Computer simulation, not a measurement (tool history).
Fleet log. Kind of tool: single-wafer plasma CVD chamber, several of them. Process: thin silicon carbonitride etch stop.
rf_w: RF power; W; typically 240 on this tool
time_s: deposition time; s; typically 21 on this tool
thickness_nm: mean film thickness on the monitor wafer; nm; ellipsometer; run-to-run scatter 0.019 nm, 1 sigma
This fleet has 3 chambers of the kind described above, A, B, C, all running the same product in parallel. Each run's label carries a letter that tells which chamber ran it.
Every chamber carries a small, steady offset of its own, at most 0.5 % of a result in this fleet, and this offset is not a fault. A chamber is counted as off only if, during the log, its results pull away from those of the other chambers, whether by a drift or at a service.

run	hour	rf_w	time_s	read-back reference wafer on the same gauge, thickness_nm	thickness_nm
1A	6.2	240	21	12.199	12.603
2B	17.1	240	21	12.207	12.622
3C	25.8	240	21	12.208	12.58
# hour 33.1: chamber A: RF generator calibrated
4B	38.1	240	21	12.209	12.625
5C	49.5	240	21	12.215	12.601
6A	60.4	240	21	12.214	12.627
7A	70.7	240	21	12.219	12.569
8C	78	240	21	12.221	12.625
9B	85.9	240	21	12.221	12.632
10A	95.3	240	21	12.22	12.625
11C	107.8	240	21	12.223	12.62
12B	118.4	240	21	12.228	12.611
13A	124.9	200	22.7	12.23	12.953
14B	136.3	200	22.7	12.231	12.946
15C	145.2	200	22.7	12.229	12.938
16C	154.1	240	21	12.234	12.6
17A	163.5	220	23.9	12.237	14.026
# hour 168.7: chamber C: thermocouple changed; heater temperature recalibrated
18B	170.4	220	23.9	12.236	14.024
19C	180.4	220	23.9	12.239	14.022
20A	191.6	240	21	12.247	12.631
21B	198.3	255	17.9	12.243	10.973
22C	208.9	255	17.9	12.247	10.962
23A	219.4	255	17.9	12.245	10.979
24B	228	240	21	12.247	12.625
25C	238.1	240	21	12.249	12.651
26B	247.5	240	21	12.255	12.645
27A	258.8	240	21	12.253	12.674
28B	267.8	240	21	12.256	12.652
29A	278.4	240	21	12.261	12.676
30C	285.2	280	21	12.267	13.237
31A	295.3	280	21	12.262	13.268
32B	300.8	280	21	12.264	13.261
33C	307.3	240	21	12.267	12.688
34B	318.4	240	21	12.275	12.66
35C	327.2	240	21	12.27	12.695
36A	335.6	240	21	12.271	12.717

Is one chamber out of step, is the gauge drifting, or do the chambers differ by no more than their own small offsets? For an off chamber, give its letter and the likeliest cause.

None of the chambers is off. What moves is the gauge, dragging all their readings along together.
Most likely cause: gauge reads high (%) = 0.618.
